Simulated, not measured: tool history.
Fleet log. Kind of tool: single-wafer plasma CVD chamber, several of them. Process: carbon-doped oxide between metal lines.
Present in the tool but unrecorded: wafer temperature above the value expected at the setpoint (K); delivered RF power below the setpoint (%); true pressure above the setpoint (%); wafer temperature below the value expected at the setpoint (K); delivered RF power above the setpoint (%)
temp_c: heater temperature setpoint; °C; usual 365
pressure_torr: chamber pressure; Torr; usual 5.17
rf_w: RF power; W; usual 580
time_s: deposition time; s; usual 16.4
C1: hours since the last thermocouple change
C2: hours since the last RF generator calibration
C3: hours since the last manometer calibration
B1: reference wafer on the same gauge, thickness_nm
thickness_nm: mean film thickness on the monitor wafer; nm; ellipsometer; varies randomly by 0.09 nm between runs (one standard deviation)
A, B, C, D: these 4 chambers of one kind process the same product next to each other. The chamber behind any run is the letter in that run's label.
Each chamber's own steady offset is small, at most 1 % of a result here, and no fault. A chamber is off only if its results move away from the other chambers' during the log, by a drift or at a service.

Run 1C, hour 7.0: usual settings; C1 715.3; C2 538.7; C3 1494.2; B1 95.604. Result: thickness_nm 89.652 nm.
Run 2B, hour 15.4: usual settings; C1 951.4; C2 717.5; C3 381.3; B1 95.620. Result: thickness_nm 90.220 nm.
Run 3A, hour 20.7: usual settings; C1 51.5; C2 536.6; C3 1472.4; B1 95.627. Result: thickness_nm 89.452 nm.
Run 4D, hour 32.1: usual settings; C1 974.6; C2 728.2; C3 520.5; B1 95.631. Result: thickness_nm 89.313 nm.
Run 5A, hour 40.8: usual settings; C1 71.6; C2 556.7; C3 1492.5; B1 95.622. Result: thickness_nm 89.604 nm.
Run 6D, hour 48.0: usual settings; C1 990.5; C2 744.1; C3 536.4; B1 95.629. Result: thickness_nm 89.180 nm.
Run 7B, hour 55.6: usual settings but rf_w 515 W; C1 991.6; C2 757.7; C3 421.5; B1 95.669. Result: thickness_nm 83.850 nm.
Run 8C, hour 62.7: usual settings but rf_w 515 W; C1 771.0; C2 594.4; C3 1549.9; B1 95.657. Result: thickness_nm 83.411 nm.
Run 9A, hour 69.2: usual settings but rf_w 515 W; C1 100.0; C2 585.1; C3 1520.9; B1 95.687. Result: thickness_nm 83.288 nm.
Run 10C, hour 78.7: usual settings but rf_w 515 W; C1 787.0; C2 610.4; C3 1565.9; B1 95.693. Result: thickness_nm 83.246 nm.
Run 11D, hour 88.3: usual settings but time_s 19.1 s; C1 1030.8; C2 784.4; C3 576.7; B1 95.711. Result: thickness_nm 103.790 nm.
Run 12B, hour 97.4: usual settings but time_s 19.1 s; C1 1033.4; C2 799.5; C3 463.3; B1 95.711. Result: thickness_nm 104.920 nm.
Run 13B, hour 108.3: usual settings but time_s 19.1 s; C1 1044.3; C2 810.4; C3 474.2; B1 95.703. Result: thickness_nm 104.700 nm.
Run 14A, hour 115.9: usual settings but time_s 19.1 s; C1 146.7; C2 631.8; C3 1567.6; B1 95.737. Result: thickness_nm 104.110 nm.
Run 15D, hour 122.4: usual settings but pressure_torr 6.10 Torr, time_s 14.3 s; C1 1064.9; C2 818.5; C3 610.8; B1 95.751. Result: thickness_nm 79.687 nm.
Run 16C, hour 133.6: usual settings but pressure_torr 6.10 Torr, time_s 14.3 s; C1 841.9; C2 665.3; C3 1620.8; B1 95.730. Result: thickness_nm 80.145 nm.
Run 17B, hour 144.6: usual settings but pressure_torr 6.10 Torr, time_s 14.3 s; C1 1080.6; C2 846.7; C3 510.5; B1 95.747. Result: thickness_nm 80.455 nm.
Run 18C, hour 150.2: usual settings but pressure_torr 6.10 Torr, time_s 14.3 s; C1 858.5; C2 681.9; C3 1637.4; B1 95.792. Result: thickness_nm 80.064 nm.
At hour 153.8: chamber A: capacitance manometer re-zeroed and calibrated.
Run 19D, hour 156.5: usual settings; C1 1099.0; C2 852.6; C3 644.9; B1 95.796. Result: thickness_nm 89.240 nm.
Run 20A, hour 164.3: usual settings; C1 195.1; C2 680.2; C3 10.5; B1 95.752. Result: thickness_nm 89.753 nm.
Run 21B, hour 175.5: usual settings; C1 1111.5; C2 877.6; C3 541.4; B1 95.803. Result: thickness_nm 90.379 nm.
Run 22D, hour 183.0: usual settings; C1 1125.5; C2 879.1; C3 671.4; B1 95.782. Result: thickness_nm 89.496 nm.
Run 23C, hour 193.7: usual settings; C1 902.0; C2 725.4; C3 1680.9; B1 95.843. Result: thickness_nm 89.724 nm.
Run 24A, hour 204.9: usual settings; C1 235.7; C2 720.8; C3 51.1; B1 95.856. Result: thickness_nm 89.824 nm.
Run 25D, hour 210.0: usual settings; C1 1152.5; C2 906.1; C3 698.4; B1 95.835. Result: thickness_nm 89.613 nm.
At hour 214.5: chamber C: thermocouple changed; heater temperature recalibrated.
Run 26C, hour 218.9: usual settings but pressure_torr 5.74 Torr; C1 4.4; C2 750.6; C3 1706.1; B1 95.838. Result: thickness_nm 90.872 nm.
Run 27B, hour 224.4: usual settings but pressure_torr 5.74 Torr; C1 1160.4; C2 926.5; C3 590.3; B1 95.836. Result: thickness_nm 91.664 nm.
Run 28A, hour 231.7: usual settings but pressure_torr 5.74 Torr; C1 262.5; C2 747.6; C3 77.9; B1 95.830. Result: thickness_nm 90.912 nm.
Run 29D, hour 238.5: usual settings but pressure_torr 5.74 Torr; C1 1181.0; C2 934.6; C3 726.9; B1 95.860. Result: thickness_nm 90.617 nm.
Run 30B, hour 249.0: usual settings; C1 1185.0; C2 951.1; C3 614.9; B1 95.874. Result: thickness_nm 90.459 nm.
Run 31A, hour 255.0: usual settings; C1 285.8; C2 770.9; C3 101.2; B1 95.886. Result: thickness_nm 89.872 nm.
Run 32C, hour 264.5: usual settings; C1 50.0; C2 796.2; C3 1751.7; B1 95.897. Result: thickness_nm 89.857 nm.
Run 33B, hour 270.4: usual settings; C1 1206.4; C2 972.5; C3 636.3; B1 95.915. Result: thickness_nm 90.461 nm.
At hour 280.0: chamber D: thermocouple changed; heater temperature recalibrated.
Run 34D, hour 280.4: usual settings; C1 0.4; C2 976.5; C3 768.8; B1 95.886. Result: thickness_nm 89.557 nm.
Run 35C, hour 291.1: usual settings; C1 76.6; C2 822.8; C3 1778.3; B1 95.936. Result: thickness_nm 90.057 nm.
Run 36A, hour 296.5: usual settings; C1 327.3; C2 812.4; C3 142.7; B1 95.920. Result: thickness_nm 89.934 nm.
Run 37C, hour 301.4: usual settings; C1 86.9; C2 833.1; C3 1788.6; B1 95.936. Result: thickness_nm 90.061 nm.
Run 38B, hour 312.2: usual settings; C1 1248.2; C2 1014.3; C3 678.1; B1 95.931. Result: thickness_nm 90.613 nm.
Run 39D, hour 323.0: usual settings; C1 43.0; C2 1019.1; C3 811.4; B1 95.954. Result: thickness_nm 89.556 nm.
Run 40A, hour 332.3: usual settings; C1 363.1; C2 848.2; C3 178.5; B1 95.950. Result: thickness_nm 89.899 nm.
Run 41C, hour 338.1: usual settings; C1 123.6; C2 869.8; C3 1825.3; B1 95.951. Result: thickness_nm 90.107 nm.
Run 42B, hour 346.7: usual settings; C1 1282.7; C2 1048.8; C3 712.6; B1 95.999. Result: thickness_nm 90.759 nm.

Which is it: a chamber that has drifted or been left off by a service, a gauge drift common to all chambers, or only each chamber's usual small offset? If a chamber is off, name it and its likeliest cause.

The shared gauge is drifting. All chambers look as if they move in step, but none is off.
Likeliest cause: gauge reads high (%) = 0.41.

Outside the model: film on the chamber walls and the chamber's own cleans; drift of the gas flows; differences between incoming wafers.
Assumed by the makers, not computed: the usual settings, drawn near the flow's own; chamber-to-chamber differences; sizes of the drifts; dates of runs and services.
